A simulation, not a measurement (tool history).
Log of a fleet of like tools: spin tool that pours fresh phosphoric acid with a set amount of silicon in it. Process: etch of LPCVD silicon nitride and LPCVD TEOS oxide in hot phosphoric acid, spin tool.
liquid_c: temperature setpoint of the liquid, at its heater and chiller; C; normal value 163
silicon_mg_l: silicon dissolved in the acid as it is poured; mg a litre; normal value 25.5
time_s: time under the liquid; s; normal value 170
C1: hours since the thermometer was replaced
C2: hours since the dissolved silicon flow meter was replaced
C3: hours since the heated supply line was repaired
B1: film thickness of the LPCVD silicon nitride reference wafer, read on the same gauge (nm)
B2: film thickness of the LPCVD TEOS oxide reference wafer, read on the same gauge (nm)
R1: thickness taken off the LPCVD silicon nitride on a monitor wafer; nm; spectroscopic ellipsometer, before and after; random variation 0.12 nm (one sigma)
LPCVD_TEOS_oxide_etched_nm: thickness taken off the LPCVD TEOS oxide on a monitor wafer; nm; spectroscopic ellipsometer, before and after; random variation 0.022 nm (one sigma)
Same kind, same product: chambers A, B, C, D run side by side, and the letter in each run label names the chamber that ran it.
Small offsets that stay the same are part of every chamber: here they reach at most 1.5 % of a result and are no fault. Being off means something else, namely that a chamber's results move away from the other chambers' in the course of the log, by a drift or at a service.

run 1D hour=6.5 | liquid_c=163 silicon_mg_l=25.5 time_s=170 | C1=986.4 C2=874 C3=2120.6 | B1=150.03 B2=39.998 | R1=17.154 LPCVD_TEOS_oxide_etched_nm=0.3106
run 2A hour=13 | liquid_c=163 silicon_mg_l=25.5 time_s=170 | C1=995.6 C2=936.2 C3=510.5 | B1=150.01 B2=39.99 | R1=17.266 LPCVD_TEOS_oxide_etched_nm=0.3305
run 3B hour=19.4 | liquid_c=163 silicon_mg_l=25.5 time_s=170 | C1=943.3 C2=1158.3 C3=1292.4 | B1=150.02 B2=40.002 | R1=17.387 LPCVD_TEOS_oxide_etched_nm=0.32521
-- hour=21.5 chamber C: dissolved silicon flow meter replaced
run 4C hour=25.8 | liquid_c=163 silicon_mg_l=25.5 time_s=170 | C1=818.4 C2=4.4 C3=1345.2 | B1=150 B2=40.019 | R1=17.17 LPCVD_TEOS_oxide_etched_nm=0.34532
-- hour=26.7 chamber B: dissolved silicon flow meter replaced
run 5D hour=32.8 | liquid_c=163 silicon_mg_l=45 time_s=85 | C1=1012.7 C2=900.3 C3=2146.9 | B1=150.01 B2=40.015 | R1=8.5377 LPCVD_TEOS_oxide_etched_nm=0.048857
run 6C hour=37.8 | liquid_c=163 silicon_mg_l=45 time_s=85 | C1=830.4 C2=16.4 C3=1357.2 | B1=150.02 B2=39.986 | R1=8.5241 LPCVD_TEOS_oxide_etched_nm=0.059344
run 7A hour=45.3 | liquid_c=163 silicon_mg_l=45 time_s=85 | C1=1027.9 C2=968.5 C3=542.8 | B1=150 B2=40.012 | R1=8.6894 LPCVD_TEOS_oxide_etched_nm=0.05532
run 8B hour=50.4 | liquid_c=163 silicon_mg_l=45 time_s=85 | C1=974.3 C2=23.8 C3=1323.4 | B1=150 B2=40.033 | R1=8.7978 LPCVD_TEOS_oxide_etched_nm=0.056795
run 9A hour=59.5 | liquid_c=163 silicon_mg_l=25.5 time_s=170 | C1=1042.1 C2=982.7 C3=557 | B1=150 B2=39.961 | R1=17.386 LPCVD_TEOS_oxide_etched_nm=0.32709
-- hour=66.3 chamber D: dissolved silicon flow meter replaced
run 10C hour=66.8 | liquid_c=163 silicon_mg_l=25.5 time_s=170 | C1=859.4 C2=45.4 C3=1386.2 | B1=150.01 B2=40.045 | R1=17.126 LPCVD_TEOS_oxide_etched_nm=0.33186
run 11D hour=74.1 | liquid_c=163 silicon_mg_l=25.5 time_s=170 | C1=1054 C2=7.8 C3=2188.2 | B1=150.03 B2=39.996 | R1=17.129 LPCVD_TEOS_oxide_etched_nm=0.33609
run 12B hour=80.8 | liquid_c=163 silicon_mg_l=25.5 time_s=170 | C1=1004.7 C2=54.2 C3=1353.8 | B1=150.02 B2=40.014 | R1=17.618 LPCVD_TEOS_oxide_etched_nm=0.33487
run 13A hour=87.9 | liquid_c=163 silicon_mg_l=25.5 time_s=170 | C1=1070.5 C2=1011.1 C3=585.4 | B1=149.98 B2=40.023 | R1=17.621 LPCVD_TEOS_oxide_etched_nm=0.32573
run 14D hour=95 | liquid_c=163 silicon_mg_l=25.5 time_s=170 | C1=1074.9 C2=28.7 C3=2209.1 | B1=150 B2=40.04 | R1=17.028 LPCVD_TEOS_oxide_etched_nm=0.30395
run 15C hour=99.8 | liquid_c=163 silicon_mg_l=25.5 time_s=170 | C1=892.4 C2=78.4 C3=1419.2 | B1=150.03 B2=40.007 | R1=17.068 LPCVD_TEOS_oxide_etched_nm=0.3258
run 16B hour=107.5 | liquid_c=163 silicon_mg_l=25.5 time_s=170 | C1=1031.4 C2=80.9 C3=1380.5 | B1=150 B2=40.03 | R1=18.103 LPCVD_TEOS_oxide_etched_nm=0.34348
run 17D hour=113.5 | liquid_c=163 silicon_mg_l=10.5 time_s=170 | C1=1093.4 C2=47.2 C3=2227.6 | B1=150 B2=40.027 | R1=17.37 LPCVD_TEOS_oxide_etched_nm=0.41231
run 18B hour=120.7 | liquid_c=163 silicon_mg_l=10.5 time_s=170 | C1=1044.6 C2=94.1 C3=1393.7 | B1=150 B2=40.033 | R1=18.16 LPCVD_TEOS_oxide_etched_nm=0.50473
run 19A hour=124.9 | liquid_c=163 silicon_mg_l=10.5 time_s=170 | C1=1107.5 C2=1048.1 C3=622.4 | B1=150.03 B2=40.041 | R1=17.372 LPCVD_TEOS_oxide_etched_nm=0.51961
run 20C hour=130.4 | liquid_c=163 silicon_mg_l=10.5 time_s=170 | C1=923 C2=109 C3=1449.8 | B1=150.01 B2=40.036 | R1=17.079 LPCVD_TEOS_oxide_etched_nm=0.42967
run 21C hour=137.6 | liquid_c=163 silicon_mg_l=25.5 time_s=170 | C1=930.2 C2=116.2 C3=1457 | B1=150 B2=40.041 | R1=17.273 LPCVD_TEOS_oxide_etched_nm=0.29322
run 22B hour=146.3 | liquid_c=163 silicon_mg_l=25.5 time_s=170 | C1=1070.2 C2=119.7 C3=1419.3 | B1=150.02 B2=40.016 | R1=18.035 LPCVD_TEOS_oxide_etched_nm=0.34066
run 23D hour=154.7 | liquid_c=163 silicon_mg_l=25.5 time_s=170 | C1=1134.6 C2=88.4 C3=2268.8 | B1=149.99 B2=40.013 | R1=17.209 LPCVD_TEOS_oxide_etched_nm=0.29282
run 24A hour=161.7 | liquid_c=163 silicon_mg_l=25.5 time_s=170 | C1=1144.3 C2=1084.9 C3=659.2 | B1=149.99 B2=39.972 | R1=17.258 LPCVD_TEOS_oxide_etched_nm=0.30473
run 25A hour=170.6 | liquid_c=163 silicon_mg_l=25.5 time_s=170 | C1=1153.2 C2=1093.8 C3=668.1 | B1=150.01 B2=40.001 | R1=17.387 LPCVD_TEOS_oxide_etched_nm=0.33404
run 26D hour=178.2 | liquid_c=163 silicon_mg_l=25.5 time_s=170 | C1=1158.1 C2=111.9 C3=2292.3 | B1=150 B2=40.019 | R1=17.22 LPCVD_TEOS_oxide_etched_nm=0.29881
run 27C hour=187.6 | liquid_c=163 silicon_mg_l=25.5 time_s=215 | C1=980.2 C2=166.2 C3=1507 | B1=150 B2=40.01 | R1=21.913 LPCVD_TEOS_oxide_etched_nm=0.32341
run 28B hour=192.8 | liquid_c=163 silicon_mg_l=25.5 time_s=215 | C1=1116.7 C2=166.2 C3=1465.8 | B1=150.01 B2=39.976 | R1=23.424 LPCVD_TEOS_oxide_etched_nm=0.47599
run 29B hour=202 | liquid_c=163 silicon_mg_l=25.5 time_s=215 | C1=1125.9 C2=175.4 C3=1475 | B1=150 B2=40.004 | R1=23.738 LPCVD_TEOS_oxide_etched_nm=0.4811
run 30C hour=206.8 | liquid_c=163 silicon_mg_l=25.5 time_s=215 | C1=999.4 C2=185.4 C3=1526.2 | B1=149.99 B2=40.007 | R1=21.685 LPCVD_TEOS_oxide_etched_nm=0.40234

The same settings go to every chamber for the next run, one line per chamber below. Forecast the results for each:
run 31A hour=213.5 | liquid_c=163 silicon_mg_l=25.5 time_s=170 | R1=? LPCVD_TEOS_oxide_etched_nm=?
run 31B hour=213.5 | liquid_c=163 silicon_mg_l=25.5 time_s=170 | R1=? LPCVD_TEOS_oxide_etched_nm=?
run 31C hour=213.5 | liquid_c=163 silicon_mg_l=25.5 time_s=170 | R1=? LPCVD_TEOS_oxide_etched_nm=?
run 31D hour=213.5 | liquid_c=163 silicon_mg_l=25.5 time_s=170 | R1=? LPCVD_TEOS_oxide_etched_nm=?

run=31A R1=17.447 LPCVD_TEOS_oxide_etched_nm=0.30839
run=31B R1=18.877 LPCVD_TEOS_oxide_etched_nm=0.3354
run=31C R1=17.439 LPCVD_TEOS_oxide_etched_nm=0.286
run=31D R1=17.052 LPCVD_TEOS_oxide_etched_nm=0.30122

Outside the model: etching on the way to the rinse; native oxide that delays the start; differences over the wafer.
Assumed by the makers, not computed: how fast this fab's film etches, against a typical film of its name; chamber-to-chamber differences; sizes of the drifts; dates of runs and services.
